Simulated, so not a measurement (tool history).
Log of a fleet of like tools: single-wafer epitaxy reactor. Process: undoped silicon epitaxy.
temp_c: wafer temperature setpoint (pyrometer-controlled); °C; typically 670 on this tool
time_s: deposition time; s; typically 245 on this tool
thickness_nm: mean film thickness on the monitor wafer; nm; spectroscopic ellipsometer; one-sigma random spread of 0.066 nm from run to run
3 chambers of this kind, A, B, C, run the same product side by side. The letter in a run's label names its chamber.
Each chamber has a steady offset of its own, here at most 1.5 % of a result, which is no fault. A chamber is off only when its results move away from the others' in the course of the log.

run     day  temp_c  time_s  hours since the last pyrometer calibration  read-back reference wafer on the same gauge, thickness_nm  thickness_nm
 1C   0.254     670     245                                       605.3                                                     64.594        63.760
 2B   0.471     670     245                                       572.9                                                     64.603        63.156
 3A   0.812     670     245                                       417.7                                                     64.632        63.488
 4A   1.000     670     245                                       422.2                                                     64.643        63.526
 5B   1.246     670     245                                       591.5                                                     64.622        63.062
 6C   1.425     670     245                                       633.4                                                     64.627        63.843
 7B   1.742     670     245                                       603.4                                                     64.641        63.047
 8A   2.083     670     245                                       448.2                                                     64.654        63.484
 9C   2.254     670     283                                       653.3                                                     64.644        73.789
10B   2.500     670     283                                       621.6                                                     64.649        72.799
11A   2.804     670     283                                       465.5                                                     64.664        73.468
12C   3.046     670     245                                       672.3                                                     64.688        63.749
13A   3.379     670     245                                       479.3                                                     64.679        63.425
14C   3.717     670     245                                       688.4                                                     64.683        63.909
15B   4.012     670     245                                       657.9                                                     64.697        63.112
16C   4.358     670     245                                       703.8                                                     64.708        63.868
17A   4.704     670     245                                       511.1                                                     64.707        63.530
18B   4.883     670     245                                       678.8                                                     64.707        63.197
19A   5.242     670     245                                       524.0                                                     64.720        63.528
20B   5.417     670     245                                       691.6                                                     64.737        63.009
21C   5.629     670     245                                       734.3                                                     64.741        63.898
22B   5.888     670     245                                       702.9                                                     64.750        63.081
23A   6.167     670     245                                       546.2                                                     64.740        63.699
24C   6.375     670     245                                       752.2                                                     64.746        63.900
25A   6.725     670     245                                       559.6                                                     64.759        63.742
26B   6.942     670     245                                       728.2                                                     64.752        63.098
27C   7.183     670     245                                       771.6                                                     64.774        63.938
28B   7.379     670     245                                       738.7                                                     64.784        63.217
29C   7.558     670     245                                       780.6                                                     64.771        63.882
30A   7.925     670     245                                       588.4                                                     64.797        63.581
31B   8.100     670     245                                       756.0                                                     64.777        63.203
32C   8.458     670     245                                       802.2                                                     64.816        64.013
33A   8.754     670     245                                       608.3                                                     64.801        63.840
34A   9.088     670     245                                       616.3                                                     64.801        63.621
35C   9.438     670     245                                       825.7                                                     64.831        64.001
36B   9.625     670     245                                       792.6                                                     64.834        63.243
37B   9.892     676     245                                       799.0                                                     64.827        71.433
38A  10.075     676     245                                       640.0                                                     64.831        72.166
39C  10.446     676     245                                       849.9                                                     64.842        72.519
40A  10.688     670     245                                       654.7                                                     64.858        63.800
41B  10.879     670     245                                       822.7                                                     64.863        63.295
42C  11.246     670     245                                       869.1                                                     64.859        64.004
43C  11.525     670     245                                       875.8                                                     64.888        63.982

For the next run the whole fleet of 3 chambers uses the same settings. Give each chamber's results:
44A  11.804     681     245                                                                                                                    ?
44B  11.804     681     245                                                                                                                    ?
44C  11.804     681     245                                                                                                                    ?

run  thickness_nm
44A        79.644
44B        79.150
44C        80.414
